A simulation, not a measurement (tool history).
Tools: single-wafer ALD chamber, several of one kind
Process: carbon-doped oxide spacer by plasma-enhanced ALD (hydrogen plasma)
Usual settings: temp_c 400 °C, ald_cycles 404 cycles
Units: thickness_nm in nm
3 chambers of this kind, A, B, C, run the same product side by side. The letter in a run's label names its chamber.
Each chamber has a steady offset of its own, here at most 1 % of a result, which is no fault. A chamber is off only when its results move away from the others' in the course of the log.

run     day  temp_c  ald_cycles  hours since the last thermocouple change  read-back reference wafer on the same gauge, thickness_nm  thickness_nm
 1C   0.517     400         404                                    1269.1                                                     17.189         20.19
 2A   0.875     400         404                                     808.3                                                     17.194        20.158
 3B   1.367     400         404                                    1394.5                                                     17.186        20.282
 4C   1.825     400         404                                    1300.5                                                     17.192        20.206
 5B   2.396     400         404                                    1419.2                                                     17.186         20.26
 6A   2.688     400         404                                     851.8                                                     17.183        20.163
 7A   3.158     400         404                                     863.1                                                     17.173        20.144
 8C   3.771     400         404                                    1347.2                                                     17.175        20.225
 9B   4.108     400         404                                    1460.3                                                     17.162        20.299
10A   4.512     400         404                                     895.6                                                     17.167        20.093
11C   4.883     400         404                                    1373.9                                                     17.162        20.207
12B   5.183     400         404                                    1486.1                                                      17.16        20.278
13B   5.567     400         404                                    1495.3                                                     17.154         20.28
14A    5.95     392         436                                     930.1                                                      17.15        21.715
15C   6.288     392         436                                    1407.6                                                     17.152        21.774
16B   6.629     392         436                                    1520.8                                                     17.145        21.928
17C   7.158     400         471                                    1428.5                                                     17.144        23.535
18A     7.7     400         471                                     972.1                                                     17.139        23.429
19C   8.029     400         471                                    1449.4                                                     17.139        23.521
20A   8.654     400         404                                       995                                                     17.138        20.131
21B   9.067     386         349                                    1579.3                                                     17.124        17.499
22B   9.638     386         349                                      1593                                                     17.126        17.424
23C  10.129     386         349                                    1499.8                                                      17.12         17.37
24A  10.767     400         404                                    1045.7                                                      17.12        20.072
25B  11.167     400         404                                    1629.7                                                     17.115        20.194
26A  11.496     400         434                                    1063.2                                                     17.111         21.57

Next, every chamber runs the same settings. What will each give?
27A  11.958     390         404                                                                                                                  ?
27B  11.958     390         404                                                                                                                  ?
27C  11.958     390         404                                                                                                                  ?

run  thickness_nm
27A        20.094
27B        20.219
27C        20.152

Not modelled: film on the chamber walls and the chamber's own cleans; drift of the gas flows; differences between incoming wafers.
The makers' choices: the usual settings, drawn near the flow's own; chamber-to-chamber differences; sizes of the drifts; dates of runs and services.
